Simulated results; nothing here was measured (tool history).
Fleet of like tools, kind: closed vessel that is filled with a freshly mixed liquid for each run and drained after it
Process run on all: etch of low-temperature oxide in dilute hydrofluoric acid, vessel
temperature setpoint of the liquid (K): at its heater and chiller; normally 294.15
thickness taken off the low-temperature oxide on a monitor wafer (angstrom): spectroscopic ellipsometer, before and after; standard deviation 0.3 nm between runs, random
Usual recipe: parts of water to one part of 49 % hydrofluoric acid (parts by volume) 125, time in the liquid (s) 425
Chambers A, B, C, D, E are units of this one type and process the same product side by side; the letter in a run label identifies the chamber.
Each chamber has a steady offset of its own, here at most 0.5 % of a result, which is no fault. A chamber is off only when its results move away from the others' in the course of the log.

run,hour,temperature setpoint of the liquid (K),parts of water to one part of 49 % hydrofluoric acid (parts by volume),time in the liquid (s),hours since the thermometer was replaced,hours since the hydrofluoric acid flow meter was replaced,"read-back film thickness of the low-temperature oxide reference wafer, read on the same gauge (nm)",thickness taken off the low-temperature oxide on a monitor wafer (angstrom)
1A,16.1,294.15,125,425,1490.3,462.4,150.01,394.07
2C,30.1,294.15,125,425,1711.4,575.6,150.01,392.83
3D,39.7,294.15,125,425,212.4,1121.2,149.99,390.18
4B,48.0,294.15,125,425,388.2,592.7,149.97,390.98
5E,56.5,294.15,125,425,482.3,838.1,149.99,395.75
6C,66.6,294.15,125,425,1747.9,612.1,149.99,391.63
7A,79.7,294.15,125,425,1553.9,526.0,150.01,391.38
8E,95.1,294.15,125,425,520.9,876.7,149.98,396.35
9D,110.1,294.15,125,425,282.8,1191.6,150.00,390.36
# hour 117.5: chamber D: hydrofluoric acid flow meter replaced
10B,120.8,294.15,125,425,461.0,665.5,149.97,390.45
11D,132.2,294.15,125,425,304.9,14.7,149.98,388.35
12A,148.3,292.65,125,595,1622.5,594.6,150.00,516.53
13B,156.0,292.65,125,595,496.2,700.7,150.00,518.93
14C,171.2,292.65,125,595,1852.5,716.7,150.00,516.32
15E,183.9,292.65,125,595,609.7,965.5,149.98,516.43
16D,195.1,292.65,125,595,367.8,77.6,149.98,515.55
17C,204.3,294.15,125,425,1885.6,749.8,149.98,389.13
18E,213.3,294.15,125,425,639.1,994.9,150.00,388.48
19A,220.9,294.15,125,425,1695.1,667.2,149.98,388.00
# hour 229.3: chamber E: thermometer replaced
20B,235.4,294.15,125,425,575.6,780.1,150.01,402.12
21E,248.7,294.15,125,425,19.4,1030.3,150.02,397.26
22B,262.4,294.15,125,425,602.6,807.1,150.01,411.74
23C,272.7,294.15,125,425,1954.0,818.2,150.00,390.41
24A,284.9,294.15,125,425,1759.1,731.2,149.99,400.67
25D,299.8,294.15,125,425,472.5,182.3,150.03,386.77
26A,313.9,294.15,125,425,1788.1,760.2,150.01,388.33
27E,323.3,294.15,125,425,94.0,1104.9,150.00,395.10
28D,339.5,294.15,125,425,512.2,222.0,150.02,394.79
# hour 341.0: chamber C: hydrofluoric acid flow meter replaced
29B,349.1,294.15,125,425,689.3,893.8,150.00,421.10
30C,356.7,294.15,125,425,2038.0,15.7,150.01,389.00
31C,364.3,294.15,100,640,2045.6,23.3,150.00,763.39
32D,374.2,294.15,100,640,546.9,256.7,150.01,763.90
33A,386.2,294.15,100,640,1860.4,832.5,149.98,758.52

All 5 chambers run these settings next. Forecast each chamber's results:
34A,398.0,294.15,95,425,,,,?
34B,398.0,294.15,95,425,,,,?
34C,398.0,294.15,95,425,,,,?
34D,398.0,294.15,95,425,,,,?
34E,398.0,294.15,95,425,,,,?

run,thickness taken off the low-temperature oxide on a monitor wafer (angstrom)
34A,534.70
34B,581.36
34C,539.08
34D,535.42
34E,536.17
